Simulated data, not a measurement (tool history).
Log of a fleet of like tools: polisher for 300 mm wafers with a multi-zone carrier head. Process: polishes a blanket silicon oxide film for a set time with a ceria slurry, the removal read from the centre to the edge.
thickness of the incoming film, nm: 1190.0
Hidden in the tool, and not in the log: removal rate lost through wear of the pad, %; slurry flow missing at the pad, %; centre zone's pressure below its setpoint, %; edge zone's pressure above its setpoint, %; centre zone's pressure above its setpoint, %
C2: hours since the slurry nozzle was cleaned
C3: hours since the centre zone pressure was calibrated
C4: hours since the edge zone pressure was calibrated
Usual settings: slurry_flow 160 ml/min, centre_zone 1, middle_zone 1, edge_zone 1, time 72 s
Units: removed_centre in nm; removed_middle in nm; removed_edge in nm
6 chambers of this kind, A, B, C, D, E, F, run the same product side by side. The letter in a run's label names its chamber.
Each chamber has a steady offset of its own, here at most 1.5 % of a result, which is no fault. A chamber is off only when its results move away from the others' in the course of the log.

At hour 1.9: chamber E: slurry nozzle cleaned.
At hour 2.4: chamber D: slurry nozzle cleaned.
At hour 3: chamber D: worn pad replaced by a new one.
At hour 6.8: chamber E: worn pad replaced by a new one.
Run 1D, hour 12.6: usual settings; wafers polished on this pad 140; C2 10.2; C3 374.4; C4 509.5. Result: removed_centre 500.35 nm, removed_middle 487.91 nm, removed_edge 487.62 nm.
At hour 16.6: chamber A: worn pad replaced by a new one.
Run 2C, hour 22.8: usual settings; wafers polished on this pad 441; C2 216.2; C3 366.9; C4 411. Result: removed_centre 505.58 nm, removed_middle 496.23 nm, removed_edge 488.69 nm.
Run 3F, hour 29.7: usual settings; wafers polished on this pad 1038; C2 261.6; C3 331.9; C4 775.5. Result: removed_centre 486 nm, removed_middle 503.76 nm, removed_edge 495.02 nm.
Run 4B, hour 40.6: usual settings; wafers polished on this pad 602; C2 550.8; C3 176.9; C4 831.7. Result: removed_centre 493.06 nm, removed_middle 494.86 nm, removed_edge 493.37 nm.
At hour 43.4: chamber C: edge zone pressure recalibrated.
Run 5A, hour 49.3: usual settings; wafers polished on this pad 472; C2 278.3; C3 647; C4 109.2. Result: removed_centre 486.97 nm, removed_middle 493.21 nm, removed_edge 501.27 nm.
Run 6E, hour 58.5: usual settings but slurry_flow 210 ml/min, middle_zone 1.07; wafers polished on this pad 747; C2 56.6; C3 208.8; C4 1057.1. Result: removed_centre 520.17 nm, removed_middle 545.9 nm, removed_edge 518.22 nm.
Run 7F, hour 68.8: usual settings but slurry_flow 210 ml/min, middle_zone 1.07; wafers polished on this pad 1603; C2 300.7; C3 371; C4 814.6. Result: removed_centre 525.81 nm, removed_middle 546.09 nm, removed_edge 509.76 nm.
At hour 76.5: chamber E: worn pad replaced by a new one.
Run 8A, hour 76.9: usual settings but slurry_flow 210 ml/min, middle_zone 1.07; wafers polished on this pad 871; C2 305.9; C3 674.6; C4 136.8. Result: removed_centre 518.72 nm, removed_middle 542.73 nm, removed_edge 507.62 nm.
At hour 78.3: chamber B: worn pad replaced by a new one.
At hour 81.3: chamber D: worn pad replaced by a new one.
At hour 81.3: chamber A: worn pad replaced by a new one.
Run 9E, hour 82.8: usual settings but slurry_flow 210 ml/min, middle_zone 1.07; wafers polished on this pad 91; C2 80.9; C3 233.1; C4 1081.4. Result: removed_centre 521.04 nm, removed_middle 553.25 nm, removed_edge 514.63 nm.
Run 10D, hour 90.6: usual settings but slurry_flow 210 ml/min, middle_zone 1.07; wafers polished on this pad 135; C2 88.2; C3 452.4; C4 587.5. Result: removed_centre 524.16 nm, removed_middle 550.15 nm, removed_edge 507.86 nm.
At hour 98.8: chamber F: centre zone pressure recalibrated.
At hour 99.2: chamber C: worn pad replaced by a new one.
Run 11C, hour 101.8: usual settings but slurry_flow 210 ml/min, middle_zone 1.07; wafers polished on this pad 38; C2 295.2; C3 445.9; C4 58.4. Result: removed_centre 520.71 nm, removed_middle 549.87 nm, removed_edge 500.42 nm.
Run 12B, hour 111.7: usual settings; wafers polished on this pad 483; C2 621.9; C3 248; C4 902.8. Result: removed_centre 494.46 nm, removed_middle 491.08 nm, removed_edge 487.44 nm.
Run 13F, hour 119.1: usual settings but edge_zone 1.06, time 87 s; wafers polished on this pad 2329; C2 351; C3 20.4; C4 864.9. Result: removed_centre 605.7 nm, removed_middle 598.54 nm, removed_edge 621.46 nm.
Run 14B, hour 128.7: usual settings but edge_zone 1.06, time 87 s; wafers polished on this pad 729; C2 638.9; C3 265; C4 919.8. Result: removed_centre 605.23 nm, removed_middle 600.41 nm, removed_edge 612.92 nm.
Run 15E, hour 137.8: usual settings but edge_zone 1.06, time 87 s; wafers polished on this pad 886; C2 135.9; C3 288.1; C4 1136.4. Result: removed_centre 594.33 nm, removed_middle 594.91 nm, removed_edge 613.52 nm.
At hour 140.5: chamber A: worn pad replaced by a new one.
At hour 145.5: chamber E: worn pad replaced by a new one.
Run 16A, hour 146.5: usual settings but edge_zone 1.06, time 87 s; wafers polished on this pad 86; C2 375.5; C3 744.2; C4 206.4. Result: removed_centre 587.73 nm, removed_middle 600.09 nm, removed_edge 620.97 nm.
At hour 150.5: chamber D: worn pad replaced by a new one.
Run 17C, hour 156.7: usual settings but edge_zone 1.06, time 87 s; wafers polished on this pad 831; C2 350.1; C3 500.8; C4 113.3. Result: removed_centre 601.25 nm, removed_middle 580.18 nm, removed_edge 602.29 nm.
At hour 162.7: chamber B: centre zone pressure recalibrated.
At hour 163.1: chamber B: worn pad replaced by a new one.
Run 18D, hour 168.9: usual settings but edge_zone 1.06, time 87 s; wafers polished on this pad 266; C2 166.5; C3 530.7; C4 665.8. Result: removed_centre 586.84 nm, removed_middle 583.78 nm, removed_edge 606.86 nm.
At hour 177.7: chamber B: edge zone pressure recalibrated.
Run 19A, hour 177.7: usual settings; wafers polished on this pad 537; C2 406.7; C3 775.4; C4 237.6. Result: removed_centre 498.77 nm, removed_middle 498.81 nm, removed_edge 493.98 nm.
At hour 187.4: chamber C: worn pad replaced by a new one.
Run 20C, hour 187.8: usual settings; wafers polished on this pad 5; C2 381.2; C3 531.9; C4 144.4. Result: removed_centre 493.95 nm, removed_middle 501.65 nm, removed_edge 488.67 nm.
At hour 192.2: chamber E: edge zone pressure recalibrated.
Run 21D, hour 200.3: usual settings; wafers polished on this pad 720; C2 197.9; C3 562.1; C4 697.2. Result: removed_centre 497.5 nm, removed_middle 487.2 nm, removed_edge 495.55 nm.
At hour 208.2: chamber A: worn pad replaced by a new one.
Run 22E, hour 211: usual settings; wafers polished on this pad 947; C2 209.1; C3 361.3; C4 18.8. Result: removed_centre 500.12 nm, removed_middle 493.84 nm, removed_edge 498.96 nm.
At hour 211.5: chamber E: worn pad replaced by a new one.
Run 23B, hour 223.5: usual settings; wafers polished on this pad 873; C2 733.7; C3 60.8; C4 45.8. Result: removed_centre 493.65 nm, removed_middle 487.31 nm, removed_edge 496.68 nm.
At hour 226.5: chamber D: worn pad replaced by a new one.
Run 24F, hour 230.8: usual settings; wafers polished on this pad 3943; C2 462.7; C3 132.1; C4 976.6. Result: removed_centre 478.01 nm, removed_middle 475.62 nm, removed_edge 474.54 nm.
Run 25F, hour 237: usual settings; wafers polished on this pad 4033; C2 468.9; C3 138.3; C4 982.8. Result: removed_centre 476.67 nm, removed_middle 471.76 nm, removed_edge 475.49 nm.
At hour 244.2: chamber B: worn pad replaced by a new one.
Run 26A, hour 247.6: usual settings; wafers polished on this pad 569; C2 476.6; C3 845.3; C4 307.5. Result: removed_centre 491.12 nm, removed_middle 490.21 nm, removed_edge 497.24 nm.
At hour 256: chamber F: slurry nozzle cleaned.
Run 27B, hour 258.9: usual settings; wafers polished on this pad 213; C2 769.1; C3 96.2; C4 81.2. Result: removed_centre 505.03 nm, removed_middle 497.48 nm, removed_edge 500.02 nm.
Run 28C, hour 264.8: usual settings; wafers polished on this pad 1118; C2 458.2; C3 608.9; C4 221.4. Result: removed_centre 502.21 nm, removed_middle 491.8 nm, removed_edge 491.47 nm.
Run 29D, hour 270.4: usual settings; wafers polished on this pad 634; C2 268; C3 632.2; C4 767.3. Result: removed_centre 486.73 nm, removed_middle 486.63 nm, removed_edge 486.73 nm.
Run 30E, hour 276.6: usual settings; wafers polished on this pad 940; C2 274.7; C3 426.9; C4 84.4. Result: removed_centre 497.02 nm, removed_middle 496.01 nm, removed_edge 493.12 nm.
At hour 278: chamber A: worn pad replaced by a new one.
At hour 278.1: chamber D: edge zone pressure recalibrated.
At hour 283.9: chamber A: slurry nozzle cleaned.
Run 31B, hour 284.7: usual settings; wafers polished on this pad 585; C2 794.9; C3 122; C4 107. Result: removed_centre 495.03 nm, removed_middle 497.07 nm, removed_edge 485.68 nm.
At hour 287.7: chamber E: worn pad replaced by a new one.
At hour 292.1: chamber C: worn pad replaced by a new one.
Run 32F, hour 292.7: usual settings; wafers polished on this pad 4838; C2 36.7; C3 194; C4 1038.5. Result: removed_centre 459.91 nm, removed_middle 467.25 nm, removed_edge 458 nm.
At hour 294.3: chamber D: worn pad replaced by a new one.
At hour 302.2: chamber E: slurry nozzle cleaned.
Run 33C, hour 303.5: usual settings but centre_zone 0.94; wafers polished on this pad 165; C2 496.9; C3 647.6; C4 260.1. Result: removed_centre 478.91 nm, removed_middle 499.68 nm, removed_edge 480.93 nm.
Run 34D, hour 313.3: usual settings but centre_zone 0.94; wafers polished on this pad 275; C2 310.9; C3 675.1; C4 35.3. Result: removed_centre 462.17 nm, removed_middle 500.25 nm, removed_edge 487.16 nm.
Run 35E, hour 325.7: usual settings but centre_zone 0.94; wafers polished on this pad 550; C2 23.6; C3 476; C4 133.5. Result: removed_centre 458.95 nm, removed_middle 495.75 nm, removed_edge 492.74 nm.
Run 36A, hour 337.1: usual settings but centre_zone 0.94; wafers polished on this pad 855; C2 53.2; C3 934.8; C4 397. Result: removed_centre 456.72 nm, removed_middle 501.46 nm, removed_edge 492.56 nm.
Run 37A, hour 343.2: usual settings but centre_zone 0.94; wafers polished on this pad 943; C2 59.3; C3 940.9; C4 403.1. Result: removed_centre 460.12 nm, removed_middle 486.32 nm, removed_edge 495.38 nm.

All 6 chambers run these settings next. Forecast each chamber's results:
Run 38A, hour 352.2: usual settings but slurry_flow 180 ml/min. Result: removed_centre ?, removed_middle ?, removed_edge ?.
Run 38B, hour 352.2: usual settings but slurry_flow 180 ml/min. Result: removed_centre ?, removed_middle ?, removed_edge ?.
Run 38C, hour 352.2: usual settings but slurry_flow 180 ml/min. Result: removed_centre ?, removed_middle ?, removed_edge ?.
Run 38D, hour 352.2: usual settings but slurry_flow 180 ml/min. Result: removed_centre ?, removed_middle ?, removed_edge ?.
Run 38E, hour 352.2: usual settings but slurry_flow 180 ml/min. Result: removed_centre ?, removed_middle ?, removed_edge ?.
Run 38F, hour 352.2: usual settings but slurry_flow 180 ml/min. Result: removed_centre ?, removed_middle ?, removed_edge ?.

run  removed_centre  removed_middle  removed_edge
38A          496.73          499.62        502.73
38B          502.74          493.73        503.24
38C          520.15          506.47        496.05
38D          508.05          501.69        487.24
38E          508.02          516.94        502.31
38F          461.52          460.15        462.21
